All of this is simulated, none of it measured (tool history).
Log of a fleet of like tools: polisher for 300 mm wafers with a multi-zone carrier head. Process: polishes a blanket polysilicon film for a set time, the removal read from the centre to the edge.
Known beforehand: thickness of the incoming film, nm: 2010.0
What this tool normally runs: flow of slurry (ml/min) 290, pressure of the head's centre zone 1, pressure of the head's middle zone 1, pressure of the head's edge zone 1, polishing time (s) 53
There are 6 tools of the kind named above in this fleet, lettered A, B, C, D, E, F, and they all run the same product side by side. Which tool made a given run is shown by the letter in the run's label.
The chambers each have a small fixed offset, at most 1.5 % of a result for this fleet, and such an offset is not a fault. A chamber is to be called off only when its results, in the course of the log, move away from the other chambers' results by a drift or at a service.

run,hour,flow of slurry (ml/min),pressure of the head's centre zone,pressure of the head's middle zone,pressure of the head's edge zone,polishing time (s),film removed at the wafer's centre (Å),film removed at mid-radius (Å),film removed at the wafer's edge (Å)
1F,3.9,290,1,1,1,53,4018.5,4048.2,3992
2E,6.5,290,1,1,1,53,3937.8,3951.1,4053.4
# hour 7: chamber D: worn pad replaced by a new one
3A,9.5,290,1,1,1,53,3974.3,3938.6,3920
# hour 10.3: chamber F: worn pad replaced by a new one
4D,15.2,290,1,1,1,53,4098,4023.3,4010.3
5B,19.7,290,1,1,1,53,3980.2,3989.9,4059.5
# hour 22.8: chamber E: worn pad replaced by a new one
6C,23.7,290,1,1,1,53,3996.4,4059.4,4048.6
7C,27.3,290,1,1,1,53,4013.9,3985.5,3984.8
# hour 27.9: chamber E: edge zone pressure recalibrated
8D,32.3,290,1,1,1,53,4088.6,4022.9,4069.6
9F,35.9,290,1,1,1,53,3993.1,4029.1,4008.1
# hour 36.3: chamber B: worn pad replaced by a new one
10E,41,290,1,1,1,53,4019.4,3944.5,3982
11B,46.1,390,1,1,1.11,53,4161.6,4153,4334.6
# hour 46.6: chamber A: worn pad replaced by a new one
12A,49,390,1,1,1.11,53,4029.9,4063.2,4278.6
# hour 51.4: chamber D: worn pad replaced by a new one
13C,53.5,390,1,1,1.11,53,4091.1,4044.5,4311
14F,57.7,390,1,1,1.11,53,4059.9,4121.8,4297.8
15D,61.1,390,1,1,1.11,53,4106,4172.6,4301.1
# hour 61.3: chamber C: worn pad replaced by a new one
16E,64.8,390,1,1,1.11,53,4247.1,4048.7,4385.4
# hour 65.7: chamber E: worn pad replaced by a new one
17A,70.4,290,1,1,1,53,3884.3,3967.9,4003.4
18B,73.8,290,1,1,1,53,4016.4,3932.4,4056.5
19D,78.6,290,1,1,1,70,5382.5,5248.9,5249.5
20C,82.3,290,1,1,1,70,5230.5,5131.8,5255
# hour 87.6: chamber C: centre zone pressure recalibrated
21E,87.9,290,1,1,1,70,5376.5,5240.1,5337.5
22F,90.9,290,1,1,1,70,5244.1,5344,5240.2
23A,95.6,290,1,1,1,70,5136.7,5179.2,5277.1
24B,98.5,290,1,1,1,70,5140.2,5292.2,5221.4
# hour 102.4: chamber D: worn pad replaced by a new one
25D,103.8,290,1,1,1,53,3971.5,4016.7,3913.1
# hour 107.8: chamber F: worn pad replaced by a new one
26C,108.9,290,1,1,1,59,4916.3,4462.9,4452.3
# hour 109.5: chamber B: worn pad replaced by a new one
27E,111.9,290,1,1,1,59,4305.4,4436.8,4440.1
# hour 112.2: chamber E: worn pad replaced by a new one
28A,116.8,290,1,1,1,59,4400.6,4351.7,4447.3
29F,119.3,290,1,1,1,59,4509.7,4505.9,4454.9
30B,124.2,290,1,1,1,59,4474.3,4615.8,4372.5
31A,127.9,290,1,1,1,59,4416.1,4416.5,4391.9
32D,133.1,290,1,1,1,53,3941.2,4020.8,3953.9
33F,138,290,1,1,1,53,4032.4,4002.9,3978.9
34B,142.3,290,1,1,1,53,4037.6,4075.7,3956.7
35C,146.3,290,1,1,1,53,4501.4,4053.2,4025.1
# hour 147.8: chamber D: worn pad replaced by a new one
36E,149.1,290,1,1,1,53,4067.5,3966.4,4008.6
# hour 152.2: chamber F: edge zone pressure recalibrated
37B,153,290,1,1,1,53,4003.9,4109.3,4009.7
# hour 153.9: chamber E: worn pad replaced by a new one
38F,158.2,290,1,1,1,53,4027,4059,3957.3
# hour 158.3: chamber E: slurry nozzle cleaned
# hour 159.5: chamber C: worn pad replaced by a new one
39D,161.6,290,1,1,1,53,4013.1,4044.8,3987.7
40C,164.2,290,1.06,1,0.94,53,4844.4,4052.5,3879.3
41E,169,290,1.06,1,0.94,53,4192.9,3967.6,3869.2
42A,171.4,290,1.06,1,0.94,53,4278.5,3914.4,3792.7
# hour 175.5: chamber A: worn pad replaced by a new one
43A,176.8,290,1.06,1,0.94,53,4225,3948,3811.7
44F,181.6,290,1.06,1,0.94,53,4172,4055.2,3899

Next, every chamber runs the same settings. What will each give?
45A,185.7,290,1,1.08,1,53,?,?,?
45B,185.7,290,1,1.08,1,53,?,?,?
45C,185.7,290,1,1.08,1,53,?,?,?
45D,185.7,290,1,1.08,1,53,?,?,?
45E,185.7,290,1,1.08,1,53,?,?,?
45F,185.7,290,1,1.08,1,53,?,?,?

run,film removed at the wafer's centre (Å),film removed at mid-radius (Å),film removed at the wafer's edge (Å)
45A,3908.7,4157.3,3980.8
45B,3973.7,4283.3,3972.5
45C,4346.6,4347.3,3931.4
45D,4025.4,4302.6,4015.8
45E,4010.8,4338.3,3972.1
45F,3989.1,4361.4,4032.4
